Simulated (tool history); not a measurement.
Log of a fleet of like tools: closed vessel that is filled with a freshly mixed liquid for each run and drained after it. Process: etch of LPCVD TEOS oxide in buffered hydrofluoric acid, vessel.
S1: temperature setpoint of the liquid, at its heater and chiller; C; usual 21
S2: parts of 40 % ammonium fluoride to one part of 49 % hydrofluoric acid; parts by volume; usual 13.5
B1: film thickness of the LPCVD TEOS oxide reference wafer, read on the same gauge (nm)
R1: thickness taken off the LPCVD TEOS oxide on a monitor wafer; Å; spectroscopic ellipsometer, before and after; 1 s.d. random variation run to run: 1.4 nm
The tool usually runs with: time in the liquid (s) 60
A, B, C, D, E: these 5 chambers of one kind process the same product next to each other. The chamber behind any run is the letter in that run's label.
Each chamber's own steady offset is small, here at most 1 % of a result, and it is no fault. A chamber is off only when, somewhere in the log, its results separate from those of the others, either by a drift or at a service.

{"run": "1C", "hour": 4.3, "S1": 21, "S2": 13.5, "time in the liquid (s)": 60, "B1": 150.05, "R1": 1514.3}
{"run": "2E", "hour": 8.5, "S1": 21, "S2": 13.5, "time in the liquid (s)": 60, "B1": 150.02, "R1": 1514}
{"run": "3D", "hour": 13.4, "S1": 21, "S2": 13.5, "time in the liquid (s)": 60, "B1": 149.98, "R1": 1509}
{"run": "4A", "hour": 16.0, "S1": 21, "S2": 13.5, "time in the liquid (s)": 60, "B1": 149.97, "R1": 1494.5}
{"run": "5B", "hour": 18.8, "S1": 21, "S2": 13.5, "time in the liquid (s)": 60, "B1": 150.01, "R1": 1498.3}
{"run": "6C", "hour": 22.9, "S1": 17, "S2": 13.5, "time in the liquid (s)": 60, "B1": 150, "R1": 1212}
{"run": "7E", "hour": 26.2, "S1": 17, "S2": 13.5, "time in the liquid (s)": 60, "B1": 150.01, "R1": 1203.9}
{"run": "8B", "hour": 30.1, "S1": 17, "S2": 13.5, "time in the liquid (s)": 60, "B1": 149.99, "R1": 1202.4}
{"run": "9A", "hour": 34.3, "S1": 17, "S2": 13.5, "time in the liquid (s)": 60, "B1": 150.01, "R1": 1215.8}
{"run": "10D", "hour": 39.0, "S1": 17, "S2": 13.5, "time in the liquid (s)": 60, "B1": 149.99, "R1": 1190.1}
{"run": "11D", "hour": 42.3, "S1": 21, "S2": 13.5, "time in the liquid (s)": 60, "B1": 150.01, "R1": 1522.4}
{"hour": 44.4, "done": "chamber E: thermometer replaced"}
{"run": "12C", "hour": 45.0, "S1": 21, "S2": 13.5, "time in the liquid (s)": 60, "B1": 150.03, "R1": 1490.9}
{"run": "13E", "hour": 48.4, "S1": 21, "S2": 13.5, "time in the liquid (s)": 60, "B1": 150.01, "R1": 1515.2}
{"run": "14B", "hour": 51.5, "S1": 21, "S2": 13.5, "time in the liquid (s)": 60, "B1": 150, "R1": 1534.9}
{"run": "15A", "hour": 54.2, "S1": 21, "S2": 16.5, "time in the liquid (s)": 90, "B1": 149.98, "R1": 1805.3}
{"hour": 56.8, "done": "chamber B: thermometer replaced"}
{"run": "16B", "hour": 58.2, "S1": 21, "S2": 16.5, "time in the liquid (s)": 90, "B1": 149.98, "R1": 1864.4}
{"run": "17E", "hour": 60.6, "S1": 21, "S2": 16.5, "time in the liquid (s)": 90, "B1": 150.01, "R1": 1842.6}
{"run": "18A", "hour": 63.6, "S1": 21, "S2": 16.5, "time in the liquid (s)": 90, "B1": 150.03, "R1": 1847.3}
{"run": "19D", "hour": 67.5, "S1": 21, "S2": 16.5, "time in the liquid (s)": 90, "B1": 149.99, "R1": 1872}
{"run": "20C", "hour": 70.6, "S1": 21, "S2": 13.5, "time in the liquid (s)": 60, "B1": 149.99, "R1": 1455.6}
{"run": "21A", "hour": 74.6, "S1": 21, "S2": 13.5, "time in the liquid (s)": 60, "B1": 150.01, "R1": 1481.1}
{"run": "22D", "hour": 77.0, "S1": 21, "S2": 13.5, "time in the liquid (s)": 60, "B1": 150.02, "R1": 1535.2}
{"run": "23C", "hour": 79.8, "S1": 21, "S2": 13.5, "time in the liquid (s)": 60, "B1": 150.01, "R1": 1499.4}
{"run": "24B", "hour": 84.4, "S1": 21, "S2": 13.5, "time in the liquid (s)": 60, "B1": 150.05, "R1": 1502.2}
{"run": "25E", "hour": 89.5, "S1": 21, "S2": 13.5, "time in the liquid (s)": 60, "B1": 150, "R1": 1496}
{"run": "26E", "hour": 93.7, "S1": 21, "S2": 13.5, "time in the liquid (s)": 60, "B1": 150, "R1": 1515.3}
{"run": "27A", "hour": 97.6, "S1": 21, "S2": 13.5, "time in the liquid (s)": 60, "B1": 149.95, "R1": 1491.5}
{"run": "28D", "hour": 101.4, "S1": 21, "S2": 13.5, "time in the liquid (s)": 60, "B1": 150.01, "R1": 1521.3}
{"run": "29C", "hour": 104.5, "S1": 21, "S2": 17, "time in the liquid (s)": 60, "B1": 150.03, "R1": 1161.1}
{"run": "30B", "hour": 107.3, "S1": 21, "S2": 17, "time in the liquid (s)": 60, "B1": 149.97, "R1": 1218.7}
{"run": "31D", "hour": 109.7, "S1": 21, "S2": 17, "time in the liquid (s)": 60, "B1": 150.01, "R1": 1194}
{"run": "32C", "hour": 114.4, "S1": 21, "S2": 17, "time in the liquid (s)": 60, "B1": 149.99, "R1": 1142.9}
{"run": "33B", "hour": 118.1, "S1": 21, "S2": 17, "time in the liquid (s)": 60, "B1": 149.99, "R1": 1208.9}
{"run": "34A", "hour": 122.0, "S1": 21, "S2": 13.5, "time in the liquid (s)": 60, "B1": 149.99, "R1": 1516.3}
{"run": "35E", "hour": 125.1, "S1": 21, "S2": 13.5, "time in the liquid (s)": 60, "B1": 150.02, "R1": 1483.1}
{"run": "36A", "hour": 129.2, "S1": 21, "S2": 13.5, "time in the liquid (s)": 60, "B1": 150, "R1": 1516.9}

Each of the 5 chambers runs these same settings next. Fill in every chamber's results:
{"run": "37A", "hour": 132.9, "S1": 21, "S2": 13.5, "time in the liquid (s)": 80, "R1": "?"}
{"run": "37B", "hour": 132.9, "S1": 21, "S2": 13.5, "time in the liquid (s)": 80, "R1": "?"}
{"run": "37C", "hour": 132.9, "S1": 21, "S2": 13.5, "time in the liquid (s)": 80, "R1": "?"}
{"run": "37D", "hour": 132.9, "S1": 21, "S2": 13.5, "time in the liquid (s)": 80, "R1": "?"}
{"run": "37E", "hour": 132.9, "S1": 21, "S2": 13.5, "time in the liquid (s)": 80, "R1": "?"}

run=37A R1=1987
run=37B R1=2011.5
run=37C R1=1916.6
run=37D R1=2012.4
run=37E R1=2033.2
